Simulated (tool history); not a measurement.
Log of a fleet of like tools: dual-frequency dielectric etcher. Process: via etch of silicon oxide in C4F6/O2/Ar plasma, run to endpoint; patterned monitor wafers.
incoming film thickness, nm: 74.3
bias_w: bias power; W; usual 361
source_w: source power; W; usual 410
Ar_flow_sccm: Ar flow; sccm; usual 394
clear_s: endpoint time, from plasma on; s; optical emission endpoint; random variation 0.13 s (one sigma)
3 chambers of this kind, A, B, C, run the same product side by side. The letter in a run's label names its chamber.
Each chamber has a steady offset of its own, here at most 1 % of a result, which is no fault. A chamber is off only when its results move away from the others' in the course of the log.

run	hour	bias_w	source_w	Ar_flow_sccm	hours since the last wet clean	hours since the last bias power generator calibration	hours since the last source power generator calibration	hours since the last Ar flow controller change	clear_s
1B	7.3	361	410	394	83.0	3347.5	3076.1	637.3	18.936
2A	11.2	361	410	394	185.5	2768.9	395.2	1036.4	18.624
3C	17.7	361	410	394	225.3	3628.4	3052.3	2015.4	18.817
4C	25.7	361	410	394	233.3	3636.4	3060.3	2023.4	18.827
5B	31.9	361	410	394	107.6	3372.1	3100.7	661.9	18.925
6A	40.0	405	410	394	214.3	2797.7	424.0	1065.2	18.067
7B	45.2	405	410	394	120.9	3385.4	3114.0	675.2	18.120
8C	52.4	405	410	394	260.0	3663.1	3087.0	2050.1	18.068
9A	60.3	361	410	394	234.6	2818.0	444.3	1085.5	18.778
10B	65.4	361	410	394	141.1	3405.6	3134.2	695.4	18.776
11C	73.1	361	410	394	280.7	3683.8	3107.7	2070.8	18.924
12A	78.5	361	330	460	252.8	2836.2	462.5	1103.7	20.852
13A	84.9	361	330	460	259.2	2842.6	468.9	1110.1	20.678
14B	91.5	361	330	460	167.2	3431.7	3160.3	721.5	20.682
15C	97.4	361	410	394	305.0	3708.1	3132.0	2095.1	18.734
16B	103.2	361	410	394	178.9	3443.4	3172.0	733.2	18.612
17C	109.6	440	410	303	317.2	3720.3	3144.2	2107.3	16.982
18A	117.8	440	410	303	292.1	2875.5	501.8	1143.0	17.054
19C	121.6	440	410	303	329.2	3732.3	3156.2	2119.3	17.053
20A	129.0	361	410	394	303.3	2886.7	513.0	1154.2	18.719
21B	137.1	361	410	394	212.8	3477.3	3205.9	767.1	18.876
# hour 142.8: chamber B: source power generator calibrated
22A	142.8	361	410	394	317.1	2900.5	526.8	1168.0	18.697
23C	148.6	361	410	394	356.2	3759.3	3183.2	2146.3	19.121
24B	154.9	361	410	394	230.6	3495.1	12.2	784.9	19.148

Next, every chamber runs the same settings. What will each give?
25A	160.9	361	480	394					?
25B	160.9	361	480	394					?
25C	160.9	361	480	394					?

run	clear_s
25A	17.697
25B	17.621
25C	18.186
